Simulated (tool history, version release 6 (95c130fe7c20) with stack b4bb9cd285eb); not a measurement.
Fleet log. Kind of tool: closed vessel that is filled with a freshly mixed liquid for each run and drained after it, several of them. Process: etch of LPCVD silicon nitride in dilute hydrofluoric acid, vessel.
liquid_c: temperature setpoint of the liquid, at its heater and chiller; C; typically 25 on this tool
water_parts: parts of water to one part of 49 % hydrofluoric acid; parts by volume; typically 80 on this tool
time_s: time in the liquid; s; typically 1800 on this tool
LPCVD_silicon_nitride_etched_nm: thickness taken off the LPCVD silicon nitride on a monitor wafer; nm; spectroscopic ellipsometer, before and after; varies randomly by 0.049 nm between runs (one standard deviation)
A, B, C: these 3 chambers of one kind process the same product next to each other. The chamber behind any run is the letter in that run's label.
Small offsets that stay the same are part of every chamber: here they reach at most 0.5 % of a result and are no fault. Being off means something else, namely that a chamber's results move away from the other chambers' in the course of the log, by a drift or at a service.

| run | day | liquid_c | water_parts | time_s | hours since the thermometer was replaced | hours since the hydrofluoric acid flow meter was replaced | read-back film thickness of the LPCVD silicon nitride reference wafer, read on the same gauge (nm) | LPCVD_silicon_nitride_etched_nm |
|---|---|---|---|---|---|---|---|---|
| 1C | 0.417 | 25 | 80 | 1800 | 566.1 | 1031 | 30.028 | 11.034 |
| 2B | 0.758 | 25 | 80 | 1800 | 168 | 2169.5 | 30.012 | 11.2 |
| 3A | 0.946 | 25 | 80 | 1800 | 262.3 | 141.9 | 29.985 | 11.224 |
| 4B | 1.283 | 25 | 80 | 1800 | 180.6 | 2182.1 | 30 | 11.122 |
| 5C | 1.612 | 22.5 | 45 | 1800 | 594.8 | 1059.7 | 29.975 | 16.448 |
| 6A | 1.917 | 22.5 | 45 | 1800 | 285.6 | 165.2 | 29.98 | 16.328 |
| 7C | 2.312 | 22.5 | 45 | 1800 | 611.6 | 1076.5 | 30.007 | 16.367 |
| 8B | 2.517 | 25 | 80 | 1800 | 210.2 | 2211.7 | 29.986 | 11.136 |
| 9A | 2.829 | 25 | 80 | 1800 | 307.5 | 187.1 | 29.984 | 11.131 |
|  | 2.904 | chamber C: thermometer replaced |
| 10C | 3.138 | 25 | 80 | 1800 | 5.6 | 1096.3 | 29.984 | 11.023 |
| 11A | 3.438 | 25 | 80 | 1800 | 322.1 | 201.7 | 29.942 | 11.208 |
| 12B | 3.667 | 25 | 80 | 1800 | 237.8 | 2239.3 | 30.028 | 11.091 |
| 13B | 3.983 | 25 | 80 | 1800 | 245.4 | 2246.9 | 30.038 | 11.166 |
| 14A | 4.362 | 25 | 80 | 1800 | 344.3 | 223.9 | 29.988 | 11.288 |
| 15C | 4.55 | 25 | 80 | 1800 | 39.5 | 1130.2 | 30.03 | 11.025 |
| 16C | 4.85 | 25 | 80 | 1800 | 46.7 | 1137.4 | 29.959 | 11.1 |
| 17A | 5.233 | 25 | 80 | 1800 | 365.2 | 244.8 | 30.028 | 11.431 |
| 18B | 5.667 | 25 | 80 | 1800 | 285.8 | 2287.3 | 30.001 | 11.105 |
| 19B | 6.096 | 25 | 80 | 1800 | 296.1 | 2297.6 | 30.005 | 11.193 |
| 20A | 6.371 | 25 | 80 | 1800 | 392.5 | 272.1 | 30.025 | 11.561 |
| 21C | 6.725 | 25 | 60 | 1800 | 91.7 | 1182.4 | 30.001 | 14.606 |
| 22B | 6.925 | 25 | 60 | 1800 | 316 | 2317.5 | 30.002 | 14.707 |
| 23C | 7.338 | 25 | 60 | 1800 | 106.4 | 1197.1 | 29.983 | 14.686 |
| 24A | 7.75 | 25 | 80 | 1800 | 425.6 | 305.2 | 29.982 | 11.887 |
| 25B | 7.988 | 25 | 80 | 1800 | 341.5 | 2343 | 30.029 | 11.134 |

Next, all 3 chambers run the settings below, one line each with question marks for the results. What does each chamber give?
| 26A | 8.3 | 25 | 105 | 1800 |  |  |  | ? |
| 26B | 8.3 | 25 | 105 | 1800 |  |  |  | ? |
| 26C | 8.3 | 25 | 105 | 1800 |  |  |  | ? |

| run | LPCVD_silicon_nitride_etched_nm |
|---|---|
| 26A | 9.0382 |
| 26B | 8.5238 |
| 26C | 8.45 |
